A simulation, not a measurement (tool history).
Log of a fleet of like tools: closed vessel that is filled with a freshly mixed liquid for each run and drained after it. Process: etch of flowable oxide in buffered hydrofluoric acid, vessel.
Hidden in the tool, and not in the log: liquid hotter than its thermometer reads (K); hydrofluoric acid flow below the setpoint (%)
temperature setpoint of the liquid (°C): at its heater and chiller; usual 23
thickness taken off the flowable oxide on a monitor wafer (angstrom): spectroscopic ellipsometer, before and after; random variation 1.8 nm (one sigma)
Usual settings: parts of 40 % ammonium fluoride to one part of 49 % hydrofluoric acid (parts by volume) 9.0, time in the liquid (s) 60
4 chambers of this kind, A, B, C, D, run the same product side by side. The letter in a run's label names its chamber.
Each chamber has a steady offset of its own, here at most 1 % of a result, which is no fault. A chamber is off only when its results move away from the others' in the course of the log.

run,hour,temperature setpoint of the liquid (°C),parts of 40 % ammonium fluoride to one part of 49 % hydrofluoric acid (parts by volume),time in the liquid (s),hours since the thermometer was replaced,hours since the hydrofluoric acid flow meter was replaced,"read-back film thickness of the flowable oxide reference wafer, read on the same gauge (nm)",thickness taken off the flowable oxide on a monitor wafer (angstrom)
1D,8.7,23,9.0,60,577.0,175.5,139.98,1927.7
2B,14.5,23,9.0,60,427.3,1858.2,140.00,1946.6
3A,19.8,23,9.0,60,535.6,1598.7,139.99,1925.4
4C,24.6,23,9.0,60,177.8,2124.6,140.03,1933.7
5A,29.2,23,9.0,60,545.0,1608.1,140.00,1882.6
6D,34.1,23,9.0,60,602.4,200.9,140.02,1955.7
7C,43.7,23,9.0,60,196.9,2143.7,140.03,1976.4
8B,53.1,23,9.0,60,465.9,1896.8,140.02,1943.2
9C,60.9,23,9.0,60,214.1,2160.9,140.00,1980.5
10D,68.4,23,9.0,60,636.7,235.2,140.03,1984.7
11A,74.7,23,9.0,60,590.5,1653.6,139.97,1952.8
12B,82.8,23,9.0,60,495.6,1926.5,140.00,1951.0
13C,88.6,23,9.0,60,241.8,2188.6,139.98,1940.7
14A,96.5,23,9.0,60,612.3,1675.4,140.01,1893.8
15D,103.6,23,9.0,60,671.9,270.4,140.00,1991.6
16B,109.6,23,9.0,60,522.4,1953.3,140.01,1933.7
17A,118.8,23,9.0,60,634.6,1697.7,139.99,1928.2
18B,125.3,23,9.0,60,538.1,1969.0,140.02,1953.7
19D,132.3,23,9.0,60,700.6,299.1,140.01,2042.2
20C,139.9,23,9.0,60,293.1,2239.9,139.98,1976.2
21C,148.2,23,9.0,60,301.4,2248.2,140.00,1952.8
22B,155.3,23,9.0,60,568.1,1999.0,140.00,1949.9
23D,160.8,23,9.0,60,729.1,327.6,139.99,2047.9
24A,168.6,23,9.0,60,684.4,1747.5,140.02,1927.0
# hour 169.7: chamber B: thermometer replaced
25D,177.1,23,9.0,60,745.4,343.9,139.99,2091.1
26A,181.4,23,9.0,60,697.2,1760.3,140.01,1927.8
27B,190.3,23,9.0,60,20.6,2034.0,139.99,1916.3
28C,199.7,23,9.0,60,352.9,2299.7,140.00,1941.3
29B,208.2,23,9.0,60,38.5,2051.9,139.99,1967.0
30D,215.1,23,10.5,75,783.4,381.9,140.00,2337.7
31C,219.8,23,10.5,75,373.0,2319.8,139.99,2161.6
32A,225.1,23,10.5,75,740.9,1804.0,139.99,2138.2
33D,231.0,23,10.5,75,799.3,397.8,140.02,2318.8
34B,239.9,23,9.0,60,70.2,2083.6,140.02,1954.6

All 4 chambers run these settings next. Forecast each chamber's results:
35A,247.0,23,9.0,80,,,,?
35B,247.0,23,9.0,80,,,,?
35C,247.0,23,9.0,80,,,,?
35D,247.0,23,9.0,80,,,,?

run,thickness taken off the flowable oxide on a monitor wafer (angstrom)
35A,2551.0
35B,2596.6
35C,2569.3
35D,2850.4
